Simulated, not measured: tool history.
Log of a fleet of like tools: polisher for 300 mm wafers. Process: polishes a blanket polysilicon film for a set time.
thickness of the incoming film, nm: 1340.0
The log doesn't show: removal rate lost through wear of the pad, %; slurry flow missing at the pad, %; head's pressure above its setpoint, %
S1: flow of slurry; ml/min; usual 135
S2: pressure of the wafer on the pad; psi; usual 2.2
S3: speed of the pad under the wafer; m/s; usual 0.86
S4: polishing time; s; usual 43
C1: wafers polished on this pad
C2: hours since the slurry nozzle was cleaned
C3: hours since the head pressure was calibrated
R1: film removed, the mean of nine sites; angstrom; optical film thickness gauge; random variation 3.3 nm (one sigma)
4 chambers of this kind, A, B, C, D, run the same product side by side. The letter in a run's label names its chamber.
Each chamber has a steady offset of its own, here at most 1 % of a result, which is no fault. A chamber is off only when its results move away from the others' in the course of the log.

{"hour": 4.3, "done": "chamber C: worn pad replaced by a new one"}
{"run": "1B", "hour": 7.5, "S1": 135, "S2": 2.2, "S3": 0.86, "S4": 43, "C1": 316, "C2": 163.9, "C3": 1058.3, "R1": 2529.5}
{"run": "2D", "hour": 13.9, "S1": 135, "S2": 2.2, "S3": 0.86, "S4": 43, "C1": 201, "C2": 498.6, "C3": 494, "R1": 2541.3}
{"run": "3A", "hour": 20.6, "S1": 135, "S2": 2.2, "S3": 0.86, "S4": 43, "C1": 219, "C2": 59.2, "C3": 83.3, "R1": 2521.8}
{"run": "4C", "hour": 28.2, "S1": 135, "S2": 2.2, "S3": 0.86, "S4": 43, "C1": 174, "C2": 286.2, "C3": 361.9, "R1": 2536.6}
{"run": "5D", "hour": 32.8, "S1": 135, "S2": 2.2, "S3": 0.86, "S4": 43, "C1": 339, "C2": 517.5, "C3": 512.9, "R1": 2483.2}
{"run": "6B", "hour": 42.2, "S1": 135, "S2": 2.2, "S3": 0.86, "S4": 43, "C1": 569, "C2": 198.6, "C3": 1093, "R1": 2543.8}
{"run": "7C", "hour": 46.7, "S1": 135, "S2": 2.2, "S3": 0.86, "S4": 43, "C1": 309, "C2": 304.7, "C3": 380.4, "R1": 2573}
{"run": "8A", "hour": 51.7, "S1": 135, "S2": 2.2, "S3": 0.86, "S4": 43, "C1": 446, "C2": 90.3, "C3": 114.4, "R1": 2560}
{"run": "9C", "hour": 59.6, "S1": 135, "S2": 2.2, "S3": 0.86, "S4": 43, "C1": 403, "C2": 317.6, "C3": 393.3, "R1": 2581.8}
{"hour": 68.8, "done": "chamber B: worn pad replaced by a new one"}
{"run": "10A", "hour": 69.2, "S1": 135, "S2": 2.2, "S3": 0.86, "S4": 52, "C1": 574, "C2": 107.8, "C3": 131.9, "R1": 3055.8}
{"run": "11D", "hour": 73.5, "S1": 135, "S2": 2.2, "S3": 0.86, "S4": 52, "C1": 637, "C2": 558.2, "C3": 553.6, "R1": 3039.2}
{"run": "12B", "hour": 81.4, "S1": 135, "S2": 2.2, "S3": 0.86, "S4": 52, "C1": 92, "C2": 237.8, "C3": 1132.2, "R1": 3049.6}
{"run": "13D", "hour": 91.0, "S1": 135, "S2": 2.2, "S3": 0.86, "S4": 52, "C1": 764, "C2": 575.7, "C3": 571.1, "R1": 3030.8}
{"run": "14B", "hour": 100.6, "S1": 135, "S2": 2.2, "S3": 0.86, "S4": 43, "C1": 232, "C2": 257, "C3": 1151.4, "R1": 2487.7}
{"run": "15A", "hour": 110.0, "S1": 135, "S2": 2.2, "S3": 0.86, "S4": 43, "C1": 872, "C2": 148.6, "C3": 172.7, "R1": 2543.6}
{"hour": 110.9, "done": "chamber D: slurry nozzle cleaned"}
{"run": "16C", "hour": 115.0, "S1": 135, "S2": 2.2, "S3": 0.86, "S4": 43, "C1": 808, "C2": 373, "C3": 448.7, "R1": 2559.3}
{"run": "17C", "hour": 119.7, "S1": 135, "S2": 2.2, "S3": 0.86, "S4": 43, "C1": 842, "C2": 377.7, "C3": 453.4, "R1": 2621.6}
{"run": "18A", "hour": 125.6, "S1": 135, "S2": 2.8, "S3": 0.96, "S4": 43, "C1": 985, "C2": 164.2, "C3": 188.3, "R1": 3659}
{"run": "19D", "hour": 131.6, "S1": 135, "S2": 2.8, "S3": 0.96, "S4": 43, "C1": 1061, "C2": 20.8, "C3": 611.7, "R1": 3587.4}
{"run": "20B", "hour": 139.0, "S1": 135, "S2": 2.8, "S3": 0.96, "S4": 43, "C1": 513, "C2": 295.4, "C3": 1189.8, "R1": 3526.4}
{"run": "21A", "hour": 147.5, "S1": 135, "S2": 2.8, "S3": 0.96, "S4": 43, "C1": 1145, "C2": 186.1, "C3": 210.2, "R1": 3587.8}
{"run": "22B", "hour": 152.4, "S1": 135, "S2": 2.2, "S3": 0.86, "S4": 43, "C1": 611, "C2": 308.8, "C3": 1203.2, "R1": 2456.2}
{"hour": 156.9, "done": "chamber A: worn pad replaced by a new one"}
{"run": "23D", "hour": 157.2, "S1": 135, "S2": 2.8, "S3": 0.66, "S4": 43, "C1": 1248, "C2": 46.4, "C3": 637.3, "R1": 2457}
{"run": "24C", "hour": 161.7, "S1": 135, "S2": 2.8, "S3": 0.66, "S4": 43, "C1": 1149, "C2": 419.7, "C3": 495.4, "R1": 2536.7}
{"hour": 163.7, "done": "chamber A: slurry nozzle cleaned"}
{"hour": 166.1, "done": "chamber C: worn pad replaced by a new one"}
{"run": "25A", "hour": 169.3, "S1": 135, "S2": 2.8, "S3": 0.66, "S4": 43, "C1": 91, "C2": 5.7, "C3": 232, "R1": 2509.5}
{"hour": 169.4, "done": "chamber D: worn pad replaced by a new one"}
{"hour": 171.0, "done": "chamber B: worn pad replaced by a new one"}
{"run": "26C", "hour": 177.7, "S1": 135, "S2": 2.8, "S3": 0.66, "S4": 43, "C1": 84, "C2": 435.7, "C3": 511.4, "R1": 2472.5}
{"run": "27B", "hour": 182.3, "S1": 135, "S2": 2.2, "S3": 0.86, "S4": 43, "C1": 83, "C2": 338.7, "C3": 1233.1, "R1": 2453.3}
{"run": "28D", "hour": 190.7, "S1": 135, "S2": 2.2, "S3": 0.86, "S4": 43, "C1": 155, "C2": 79.9, "C3": 670.8, "R1": 2528.6}
{"run": "29D", "hour": 197.7, "S1": 135, "S2": 2.2, "S3": 0.86, "S4": 43, "C1": 206, "C2": 86.9, "C3": 677.8, "R1": 2524.1}
{"run": "30C", "hour": 204.8, "S1": 135, "S2": 2.2, "S3": 0.76, "S4": 54, "C1": 282, "C2": 462.8, "C3": 538.5, "R1": 2858.3}
{"run": "31B", "hour": 209.0, "S1": 135, "S2": 2.2, "S3": 0.76, "S4": 54, "C1": 278, "C2": 365.4, "C3": 1259.8, "R1": 2675.2}
{"run": "32A", "hour": 217.0, "S1": 135, "S2": 2.2, "S3": 0.76, "S4": 54, "C1": 439, "C2": 53.4, "C3": 279.7, "R1": 2840}
{"run": "33D", "hour": 223.0, "S1": 135, "S2": 2.2, "S3": 0.76, "S4": 54, "C1": 391, "C2": 112.2, "C3": 703.1, "R1": 2842.8}
{"run": "34C", "hour": 230.1, "S1": 135, "S2": 2.2, "S3": 0.86, "S4": 43, "C1": 467, "C2": 488.1, "C3": 563.8, "R1": 2578.7}
{"run": "35A", "hour": 238.0, "S1": 135, "S2": 2.2, "S3": 0.86, "S4": 43, "C1": 592, "C2": 74.4, "C3": 300.7, "R1": 2559.8}
{"hour": 240.4, "done": "chamber B: head pressure recalibrated"}
{"run": "36B", "hour": 243.7, "S1": 135, "S2": 2.2, "S3": 0.86, "S4": 43, "C1": 531, "C2": 400.1, "C3": 3.3, "R1": 2389.1}
{"hour": 250.9, "done": "chamber B: worn pad replaced by a new one"}
{"run": "37C", "hour": 250.9, "S1": 135, "S2": 2.2, "S3": 0.86, "S4": 43, "C1": 619, "C2": 508.9, "C3": 584.6, "R1": 2564.5}
{"run": "38B", "hour": 255.5, "S1": 135, "S2": 2.2, "S3": 0.86, "S4": 43, "C1": 34, "C2": 411.9, "C3": 15.1, "R1": 2381.2}
{"hour": 257.6, "done": "chamber D: head pressure recalibrated"}
{"run": "39D", "hour": 265.1, "S1": 135, "S2": 2.2, "S3": 0.86, "S4": 43, "C1": 698, "C2": 154.3, "C3": 7.5, "R1": 2551}

What goes on in this fleet: one chamber off, a drifting gauge, or nothing beyond the chambers' own small offsets? Name the chamber and the cause, if any.

Chamber B drifts away from the others.
Cause: slurry flow missing at the pad, % = 30.7.

Here are 4 candidates for chamber B's next run, each the usual settings with a change, their results left as question marks. Which one brings its results back in line with what the others give on the usual settings?
In line means no further than this from the other chambers' mean on the usual settings: R1 110 angstrom
{"run": "40B-1", "hour": 272.1, "S1": 135, "S2": 2.2, "S3": 0.86, "S4": 40, "R1": "?"}
{"run": "40B-2", "hour": 272.1, "S1": 135, "S2": 2.2, "S3": 1, "S4": 43, "R1": "?"}
{"run": "40B-3", "hour": 272.1, "S1": 135, "S2": 2.3, "S3": 0.88, "S4": 44, "R1": "?"}
{"run": "40B-4", "hour": 272.1, "S1": 135, "S2": 2.2, "S3": 0.8, "S4": 40, "R1": "?"}

The other chambers' mean on the usual settings: R1 2526 angstrom
run=40B-1 R1=2149
run=40B-2 R1=2688.8
run=40B-3 R1=2527.6
run=40B-4 R1=1998.1
40B-3 brings the chamber back in line.
